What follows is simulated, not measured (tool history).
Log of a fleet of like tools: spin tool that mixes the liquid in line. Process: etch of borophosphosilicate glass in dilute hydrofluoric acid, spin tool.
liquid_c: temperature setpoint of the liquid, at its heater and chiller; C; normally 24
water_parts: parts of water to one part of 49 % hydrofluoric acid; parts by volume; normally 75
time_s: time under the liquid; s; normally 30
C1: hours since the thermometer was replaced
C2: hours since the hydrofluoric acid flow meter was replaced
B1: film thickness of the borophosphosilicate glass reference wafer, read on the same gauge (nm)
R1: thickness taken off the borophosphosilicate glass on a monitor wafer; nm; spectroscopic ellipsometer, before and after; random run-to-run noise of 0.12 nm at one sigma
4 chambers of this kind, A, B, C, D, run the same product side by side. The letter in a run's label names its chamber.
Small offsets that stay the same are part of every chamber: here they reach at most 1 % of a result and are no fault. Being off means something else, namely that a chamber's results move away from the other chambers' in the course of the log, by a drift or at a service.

Run 1A, hour 4.5: usual settings; C1 1028.8; C2 58.8; B1 139.99. Result: R1 15.952 nm.
Run 2C, hour 9.1: usual settings; C1 912.7; C2 820.6; B1 139.98. Result: R1 15.655 nm.
Run 3B, hour 14.4: usual settings; C1 234.7; C2 448.7; B1 140.02. Result: R1 15.366 nm.
Run 4D, hour 18.9: usual settings; C1 646.7; C2 73.7; B1 140. Result: R1 15.596 nm.
Run 5D, hour 24.2: usual settings but water_parts 95 parts by volume; C1 652; C2 79; B1 139.98. Result: R1 12.078 nm.
Run 6B, hour 28.3: usual settings but water_parts 95 parts by volume; C1 248.6; C2 462.6; B1 140.01. Result: R1 12.03 nm.
Run 7C, hour 31.1: usual settings but water_parts 95 parts by volume; C1 934.7; C2 842.6; B1 140. Result: R1 11.93 nm.
Run 8A, hour 37: usual settings but water_parts 95 parts by volume; C1 1061.3; C2 91.3; B1 140.01. Result: R1 12.212 nm.
Run 9D, hour 43.1: usual settings; C1 670.9; C2 97.9; B1 140.02. Result: R1 15.679 nm.
Run 10B, hour 48.1: usual settings; C1 268.4; C2 482.4; B1 140. Result: R1 15.509 nm.
Run 11A, hour 53.4: usual settings; C1 1077.7; C2 107.7; B1 140. Result: R1 15.711 nm.
Run 12C, hour 56.2: usual settings but liquid_c 29 C, time_s 50 s; C1 959.8; C2 867.7; B1 140.01. Result: R1 31.375 nm.
Run 13C, hour 60.1: usual settings but liquid_c 29 C, time_s 50 s; C1 963.7; C2 871.6; B1 139.99. Result: R1 32.001 nm.
Run 14A, hour 66.2: usual settings but liquid_c 29 C, time_s 50 s; C1 1090.5; C2 120.5; B1 140.02. Result: R1 32.039 nm.
Run 15B, hour 69.3: usual settings but liquid_c 29 C, time_s 50 s; C1 289.6; C2 503.6; B1 140. Result: R1 31.599 nm.
Run 16D, hour 75.1: usual settings; C1 702.9; C2 129.9; B1 140. Result: R1 15.697 nm.
Run 17C, hour 81.1: usual settings; C1 984.7; C2 892.6; B1 140.01. Result: R1 15.66 nm.
Run 18D, hour 84: usual settings; C1 711.8; C2 138.8; B1 140.01. Result: R1 15.596 nm.
Run 19B, hour 89.1: usual settings but water_parts 90 parts by volume; C1 309.4; C2 523.4; B1 140.02. Result: R1 12.69 nm.
Run 20A, hour 95.3: usual settings but water_parts 90 parts by volume; C1 1119.6; C2 149.6; B1 140.01. Result: R1 12.89 nm.
At hour 96.4: chamber D: thermometer replaced.
Run 21D, hour 99: usual settings but water_parts 90 parts by volume; C1 2.6; C2 153.8; B1 139.99. Result: R1 12.759 nm.
Run 22C, hour 105.2: usual settings but water_parts 90 parts by volume; C1 1008.8; C2 916.7; B1 140. Result: R1 12.934 nm.
Run 23A, hour 110.9: usual settings; C1 1135.2; C2 165.2; B1 140.01. Result: R1 15.681 nm.
Run 24B, hour 116.5: usual settings; C1 336.8; C2 550.8; B1 140.02. Result: R1 15.576 nm.
Run 25B, hour 120.8: usual settings; C1 341.1; C2 555.1; B1 140.01. Result: R1 15.434 nm.
Run 26D, hour 124.1: usual settings; C1 27.7; C2 178.9; B1 140.03. Result: R1 15.599 nm.
Run 27A, hour 130.1: usual settings; C1 1154.4; C2 184.4; B1 139.99. Result: R1 15.837 nm.
Run 28C, hour 135.2: usual settings; C1 1038.8; C2 946.7; B1 140.01. Result: R1 15.691 nm.
Run 29C, hour 138.1: usual settings; C1 1041.7; C2 949.6; B1 140. Result: R1 15.506 nm.
Run 30B, hour 141.4: usual settings but liquid_c 21 C; C1 361.7; C2 575.7; B1 139.99. Result: R1 13.722 nm.
At hour 142.5: chamber A: thermometer replaced.
Run 31D, hour 145.1: usual settings but liquid_c 21 C; C1 48.7; C2 199.9; B1 139.98. Result: R1 13.824 nm.
Run 32A, hour 151.1: usual settings but liquid_c 21 C; C1 8.7; C2 205.4; B1 140.02. Result: R1 14.033 nm.
Run 33D, hour 153.9: usual settings but liquid_c 21 C; C1 57.5; C2 208.7; B1 139.99. Result: R1 13.98 nm.
Run 34A, hour 158: usual settings; C1 15.6; C2 212.3; B1 139.96. Result: R1 15.576 nm.
Run 35C, hour 163.3: usual settings; C1 1066.9; C2 974.8; B1 139.99. Result: R1 15.423 nm.
Run 36B, hour 169.4: usual settings; C1 389.7; C2 603.7; B1 139.98. Result: R1 15.704 nm.
Run 37C, hour 174.7: usual settings; C1 1078.3; C2 986.2; B1 140.01. Result: R1 15.638 nm.

All chambers now run identical settings, listed one chamber a line with results as question marks. What results will each chamber show?
Run 38A, hour 179.2: usual settings but time_s 20 s. Result: R1 ?.
Run 38B, hour 179.2: usual settings but time_s 20 s. Result: R1 ?.
Run 38C, hour 179.2: usual settings but time_s 20 s. Result: R1 ?.
Run 38D, hour 179.2: usual settings but time_s 20 s. Result: R1 ?.

run      R1
38A  10.673
38B  10.413
38C   10.58
38D  10.567

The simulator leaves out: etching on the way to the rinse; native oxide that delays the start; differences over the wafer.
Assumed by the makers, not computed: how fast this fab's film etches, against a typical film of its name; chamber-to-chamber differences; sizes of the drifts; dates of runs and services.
